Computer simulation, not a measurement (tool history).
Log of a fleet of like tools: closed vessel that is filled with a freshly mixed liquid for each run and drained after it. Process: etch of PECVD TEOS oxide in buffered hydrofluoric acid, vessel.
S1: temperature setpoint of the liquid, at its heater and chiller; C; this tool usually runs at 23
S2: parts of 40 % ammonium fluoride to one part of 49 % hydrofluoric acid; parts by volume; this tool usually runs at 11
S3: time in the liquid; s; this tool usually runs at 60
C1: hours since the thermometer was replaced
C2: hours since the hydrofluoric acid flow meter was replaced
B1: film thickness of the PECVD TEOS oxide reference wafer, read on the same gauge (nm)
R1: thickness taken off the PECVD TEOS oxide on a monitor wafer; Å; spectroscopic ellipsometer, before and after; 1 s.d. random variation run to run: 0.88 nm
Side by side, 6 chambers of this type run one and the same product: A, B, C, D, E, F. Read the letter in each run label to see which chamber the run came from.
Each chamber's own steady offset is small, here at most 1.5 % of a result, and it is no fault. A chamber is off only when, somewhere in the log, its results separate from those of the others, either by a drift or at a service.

run    day    S1    S2  S3      C1      C2      B1      R1
 1B  0.188    23    11  60  2096.5   734.5  40.011  960.17
 2C  0.404    23    11  60  1011.4   392.3  39.971  967.43
 3E  0.625    23    11  60   502.3     242      40  965.51
 4F  0.771    23    11  60  1515.2   956.5  40.044  975.08
 5A  0.983    23    11  60  1620.7   179.8  40.027  970.12
 6D  1.238    23    11  60  2048.9   393.1  39.999  957.36
 7F  1.462    23    11  60  1531.8   973.1  40.012  976.18
 8E  1.729    23    11  60   528.8   268.5  39.991  946.94
 9A  1.962    23    11  60  1644.2   203.3  40.025   968.2
10D  2.121    23    11  60  2070.1   414.3  40.005  951.87
11C  2.375    23    11  60  1058.7   439.6  39.971  965.92
12B  2.596    23    11  60  2154.3   792.3  39.964  957.48
13C  2.721    23    11  30    1067   447.9  39.983  476.43
14D  2.979    23    11  30  2090.7   434.9  39.948   472.6
15E  3.162    23    11  30   563.2   302.9  40.024   483.1
16F  3.288    23    11  30  1575.6  1016.9  40.033  469.82
     3.467  -- chamber D: hydrofluoric acid flow meter replaced
17A    3.5    23    11  30  1681.1   240.2  39.966  476.69
18B    3.7    23    11  30  2180.8   818.8  39.998   475.5
19F  3.888    23    11  60    1590  1031.3  39.992  958.28
     3.892  -- chamber E: thermometer replaced
     3.967  -- chamber B: hydrofluoric acid flow meter replaced
20A  4.146    23    11  60  1696.6   255.7   40.01  962.87
21E  4.342    23    11  60    10.9   331.2  39.998  949.54
22D  4.496    23    11  60  2127.1    24.8  39.993  953.49
23B  4.758    23    11  60  2206.2    19.1  40.015  961.64
24C  5.012    23    11  60    1122   502.9  40.027  946.59
25D   5.25    23    11  60  2145.2    42.9  40.005  951.18
26A  5.462  27.5  13.5  60  1728.2   287.3  39.955  999.25
27F  5.721  27.5  13.5  60    1634  1075.3  40.016   991.6
28C  5.942  27.5  13.5  60  1144.3   525.2  40.019  981.75
29B  6.096  27.5  13.5  60  2238.3    51.2  39.999    1005
30E  6.212  27.5  13.5  60    55.8   376.1  40.006  1014.1
31D  6.425  27.5  13.5  60  2173.4    71.1  39.996  995.01
32B  6.579    23    11  60  2249.9    62.8  40.034  937.12
33A  6.779    23    11  60  1759.8   318.9  40.008  957.15
34E  7.033    23    11  60    75.5   395.8  40.008  958.98
35C  7.238    23    11  60  1175.4   556.3  39.944  960.16
36F  7.396    23    11  60  1674.2  1115.5  40.034  954.21
37B  7.554    23    11  60  2273.3    86.2  39.991  955.68
38A  7.729    23    11  60  1782.6   341.7  40.016  966.37
39D  7.929    23    11  60  2209.5   107.2  39.957  957.92
40F  8.104    23    11  60  1691.2  1132.5  39.999  964.78
41C  8.354    23    11  60  1202.2   583.1  39.995  948.86
42E  8.579    23    11  60   112.6   432.9   39.97   950.1
43A  8.733    23    11  60  1806.7   365.8  39.994  963.05
44C  8.912    23    11  60  1215.6   596.5  39.996  952.27

Next, all 6 chambers run the settings below, one line each with question marks for the results. What does each chamber give?
45A  9.108  23  11  60               ?
45B  9.108  23  11  60               ?
45C  9.108  23  11  60               ?
45D  9.108  23  11  60               ?
45E  9.108  23  11  60               ?
45F  9.108  23  11  60               ?

run      R1
45A  958.11
45B  973.68
45C  950.47
45D  957.19
45E  965.29
45F  967.89
